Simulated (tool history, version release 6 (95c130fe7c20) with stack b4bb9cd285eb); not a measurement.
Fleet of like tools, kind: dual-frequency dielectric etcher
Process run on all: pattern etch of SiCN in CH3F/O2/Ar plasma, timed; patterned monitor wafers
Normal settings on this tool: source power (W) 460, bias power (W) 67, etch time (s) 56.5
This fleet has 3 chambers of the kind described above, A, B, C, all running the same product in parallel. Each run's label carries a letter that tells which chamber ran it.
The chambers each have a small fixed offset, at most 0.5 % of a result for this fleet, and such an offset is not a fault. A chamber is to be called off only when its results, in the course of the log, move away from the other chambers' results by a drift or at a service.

run	day	source power (W)	bias power (W)	etch time (s)	read-back reference wafer on the same gauge, depth_nm	mean etch depth across the wafer (Å)
1C	0.233	460	67	56.5	21.803	218.06
2A	0.488	460	67	56.5	21.778	219.41
3B	0.629	460	67	56.5	21.778	217.95
4A	0.867	460	67	56.5	21.809	218.33
5C	0.992	460	67	56.5	21.804	218.38
6B	1.171	520	67	43	21.797	173.37
7B	1.3	520	67	43	21.831	172.99
8A	1.479	520	67	43	21.811	173.42
9C	1.708	460	67	56.5	21.807	217.31
10C	1.879	460	67	56.5	21.795	218.41
11B	2.05	460	67	56.5	21.785	219.24
12A	2.204	460	67	56.5	21.803	218.76
13C	2.446	520	67	56.5	21.785	229.07
14B	2.679	520	67	56.5	21.793	227.5
15A	2.921	520	67	56.5	21.801	230.33
16C	3.129	460	67	56.5	21.818	216.88
17A	3.342	460	67	56.5	21.804	218.6
18B	3.6	360	79	56.5	21.805	211.78
19B	3.846	360	79	56.5	21.807	211.26
20C	3.988	360	79	56.5	21.802	214.4
21A	4.104	460	67	56.5	21.818	218.72
22B	4.296	460	67	56.5	21.798	217.24
23A	4.55	460	67	56.5	21.787	219.31
24C	4.688	460	67	56.5	21.8	221.01
25B	4.933	460	67	56.5	21.78	217.6
26A	5.05	460	67	56.5	21.797	218.43
27C	5.2	460	67	56.5	21.809	220.05
28C	5.404	460	67	56.5	21.783	222.55
29B	5.542	460	67	56.5	21.798	219.14
30A	5.767	460	67	56.5	21.814	219.32
31C	5.979	460	67	56.5	21.799	220.67
32B	6.233	460	67	56.5	21.811	217.73
33A	6.483	460	67	56.5	21.793	220.02
34A	6.596	460	67	56.5	21.791	220.37
35B	6.754	460	67	56.5	21.807	216.39
36C	6.904	460	54	56.5	21.802	207.45
37C	7.029	460	54	56.5	21.793	205.59
38B	7.283	460	54	56.5	21.812	201.75
39A	7.542	460	67	56.5	21.815	220.32
40B	7.783	460	56	56.5	21.794	202.67
41A	7.933	460	56	56.5	21.809	206.19
42C	8.179	460	56	56.5	21.803	211.1
43C	8.429	460	67	56.5	21.81	224.18
44A	8.571	460	67	56.5	21.806	219.24

Decide between three cases: one chamber stands off from its peers, the gauge reading all wafers drifts, or nothing is wrong past each chamber's small offset. Where a chamber is off, say which and what most likely put it there.

It is chamber C that slowly wanders off from its peers.
Most likely cause: etch rate over this chamber's usual, % = 3.15.

Below are 4 candidate recipes for chamber C's next run, each the usual settings with a change, their results shown as question marks. Which of them brings C's results back in line with what the other chambers give on the usual settings?
A result is in line if it is within this distance of the other chambers' mean on the usual settings: mean etch depth across the wafer (Å) 3.1
45C-1	8.754	460	67	58		?
45C-2	8.754	460	67	53.5		?
45C-3	8.754	460	61	56.5		?
45C-4	8.754	530	67	56.5		?

Other chambers, usual settings, mean: mean etch depth across the wafer (Å) 218.3
run	mean etch depth across the wafer (Å)
45C-1	230.5
45C-2	212.62
45C-3	217.41
45C-4	236.99
Change 45C-3 lands the chamber within the allowed miss of the other chambers.
